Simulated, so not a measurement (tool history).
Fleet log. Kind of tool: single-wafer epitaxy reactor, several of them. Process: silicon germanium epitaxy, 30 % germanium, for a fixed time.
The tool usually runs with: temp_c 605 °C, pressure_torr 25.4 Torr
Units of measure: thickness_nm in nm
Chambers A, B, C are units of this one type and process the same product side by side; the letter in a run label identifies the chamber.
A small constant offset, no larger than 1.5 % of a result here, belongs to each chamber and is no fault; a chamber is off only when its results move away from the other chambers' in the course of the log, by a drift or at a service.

run	day	temp_c	pressure_torr	hours since the last pyrometer calibration	hours since the last manometer calibration	read-back reference wafer on the same gauge, thickness_nm	thickness_nm
1B	0.262	605	25.4	172.2	784.4	67.186	71.806
2A	0.500	605	25.4	954.0	191.7	67.177	71.077
3C	0.779	605	25.4	305.2	382.9	67.206	71.204
4C	1.017	605	25.4	310.9	388.6	67.213	71.046
5B	1.279	605	25.4	196.6	808.8	67.163	71.562
6A	1.583	605	25.4	980.0	217.7	67.220	70.779
7B	1.821	613	20.7	209.6	821.8	67.257	76.133
8A	2.058	613	20.7	991.4	229.1	67.153	75.469
9C	2.267	613	20.7	340.9	418.6	67.205	75.504
10C	2.433	605	25.4	344.9	422.6	67.224	71.177
11A	2.742	605	25.4	1007.8	245.5	67.164	70.908
12B	2.971	605	25.4	237.2	849.4	67.222	71.545
13B	3.200	605	25.4	242.7	854.9	67.217	71.967
14C	3.429	605	25.4	368.8	446.5	67.182	71.287
15A	3.646	605	25.4	1029.5	267.2	67.203	70.731
16C	3.842	605	25.4	378.7	456.4	67.190	71.517
17A	4.133	605	25.4	1041.2	278.9	67.229	70.790
18B	4.367	605	25.4	270.7	882.9	67.206	71.748
19B	4.671	611	29.4	278.0	890.2	67.261	84.686
20A	4.862	611	29.4	1058.7	296.4	67.210	83.336
21C	5.067	611	29.4	408.1	485.8	67.186	84.002
22C	5.367	605	25.4	415.3	493.0	67.160	71.281
23A	5.679	595	19.2	1078.3	316.0	67.157	53.109
24B	5.929	595	19.2	308.2	920.4	67.189	53.651
25A	6.154	595	19.2	1089.7	327.4	67.222	53.179
26B	6.317	605	25.4	317.5	929.7	67.189	71.995
27C	6.579	605	25.4	444.4	522.1	67.197	71.525
28A	6.742	605	25.4	1103.8	341.5	67.222	71.051
29C	7.021	605	25.4	455.0	532.7	67.203	71.538
30B	7.304	605	25.4	341.2	953.4	67.231	72.123
31C	7.608	605	31.1	469.1	546.8	67.164	77.042
32A	7.767	605	31.1	1128.4	366.1	67.173	76.183
33B	8.038	605	31.1	358.8	971.0	67.203	77.727

Next, every chamber runs the same settings. What will each give?
34A	8.262	605	25.4				?
34B	8.262	605	25.4				?
34C	8.262	605	25.4				?

run	thickness_nm
34A	71.070
34B	71.782
34C	71.151
